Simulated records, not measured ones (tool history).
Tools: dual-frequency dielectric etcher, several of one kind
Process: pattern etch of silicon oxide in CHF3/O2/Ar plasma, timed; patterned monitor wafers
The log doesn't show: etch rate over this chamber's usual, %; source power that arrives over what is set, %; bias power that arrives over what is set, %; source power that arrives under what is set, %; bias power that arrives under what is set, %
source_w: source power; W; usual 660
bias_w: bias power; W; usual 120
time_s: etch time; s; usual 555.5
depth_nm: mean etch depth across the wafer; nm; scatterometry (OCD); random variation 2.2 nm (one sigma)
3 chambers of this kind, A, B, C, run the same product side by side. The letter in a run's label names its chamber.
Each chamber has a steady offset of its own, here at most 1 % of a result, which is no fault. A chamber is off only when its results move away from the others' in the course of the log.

run,hour,source_w,bias_w,time_s,hours since the last wet clean,hours since the last source power generator calibration,hours since the last bias power generator calibration,"read-back reference wafer on the same gauge, depth_nm",depth_nm
1C,2.6,660,120,555.5,23.7,1497.3,35.8,999.86,1004.80
2B,5.6,660,120,555.5,122.3,3439.9,2630.0,999.79,998.33
3A,9.7,660,120,555.5,499.6,2493.1,665.3,1000.80,987.48
4A,12.5,660,120,555.5,502.4,2495.9,668.1,1000.20,997.83
5C,17.2,660,120,555.5,38.3,1511.9,50.4,999.67,1004.30
6B,22.4,660,120,555.5,139.1,3456.7,2646.8,1000.30,992.11
7B,27.7,660,120,555.5,144.4,3462.0,2652.1,1000.30,994.62
8C,31.5,660,120,555.5,52.6,1526.2,64.7,999.95,997.80
9A,34.3,660,120,555.5,524.2,2517.7,689.9,1000.50,993.34
10A,37.5,660,120,555.5,527.4,2520.9,693.1,999.65,987.81
11C,41.9,660,120,555.5,63.0,1536.6,75.1,1000.20,1001.50
12B,47.2,660,134,605.5,163.9,3481.5,2671.6,999.52,1124.80
13C,51.3,660,134,605.5,72.4,1546.0,84.5,999.95,1130.50
14B,55.4,660,134,605.5,172.1,3489.7,2679.8,999.91,1121.60
15A,59.0,660,120,555.5,548.9,2542.4,714.6,999.95,991.00
16B,61.6,510,120,555.5,178.3,3495.9,2686.0,999.99,899.08
17A,67.3,510,120,555.5,557.2,2550.7,722.9,1000.20,898.60
18C,71.6,510,120,555.5,92.7,1566.3,104.8,999.49,906.78
19B,74.2,660,120,555.5,190.9,3508.5,2698.6,1000.10,997.53
# hour 77.0: chamber A: source power generator calibrated
20A,77.0,660,120,555.5,566.9,0.0,732.6,1000.30,994.43
21C,82.2,660,120,555.5,103.3,1576.9,115.4,1000.00,1001.70
22B,85.4,660,120,555.5,202.1,3519.7,2709.8,1000.40,1000.10
23C,90.5,540,120,555.5,111.6,1585.2,123.7,1000.20,928.83
24A,93.7,540,120,555.5,583.6,16.7,749.3,1000.30,915.12
# hour 95.6: chamber A: wet clean of the chamber
25C,96.4,540,120,555.5,117.5,1591.1,129.6,999.83,925.79
26B,100.1,660,120,555.5,216.8,3534.4,2724.5,1000.30,994.21
27A,105.8,660,120,555.5,10.2,28.8,761.4,1000.20,991.29
28A,110.2,660,120,555.5,14.6,33.2,765.8,1000.20,990.07
29B,115.3,660,120,555.5,232.0,3549.6,2739.7,999.57,995.77
30C,118.2,660,120,555.5,139.3,1612.9,151.4,999.99,1004.40
31A,123.1,660,120,555.5,27.5,46.1,778.7,999.92,993.59
32C,125.9,660,120,555.5,147.0,1620.6,159.1,999.85,999.33
33B,131.3,660,120,555.5,248.0,3565.6,2755.7,999.96,996.24
34B,135.9,660,120,555.5,252.6,3570.2,2760.3,999.97,995.31
35A,140.7,660,92,653.5,45.1,63.7,796.3,1000.00,1079.40
36C,146.3,660,92,653.5,167.4,1641.0,179.5,999.88,1088.40
37C,151.6,660,92,653.5,172.7,1646.3,184.8,999.62,1083.20
38A,155.1,660,120,555.5,59.5,78.1,810.7,1000.30,993.87
39B,157.8,660,120,555.5,274.5,3592.1,2782.2,1000.30,998.10
40C,162.8,660,120,555.5,183.9,1657.5,196.0,1000.20,1003.90

What goes on in this fleet: one chamber off, a drifting gauge, or nothing beyond the chambers' own small offsets? Name the chamber and the cause, if any.

No chamber stands off beyond its own small offset, and the gauge holds steady.
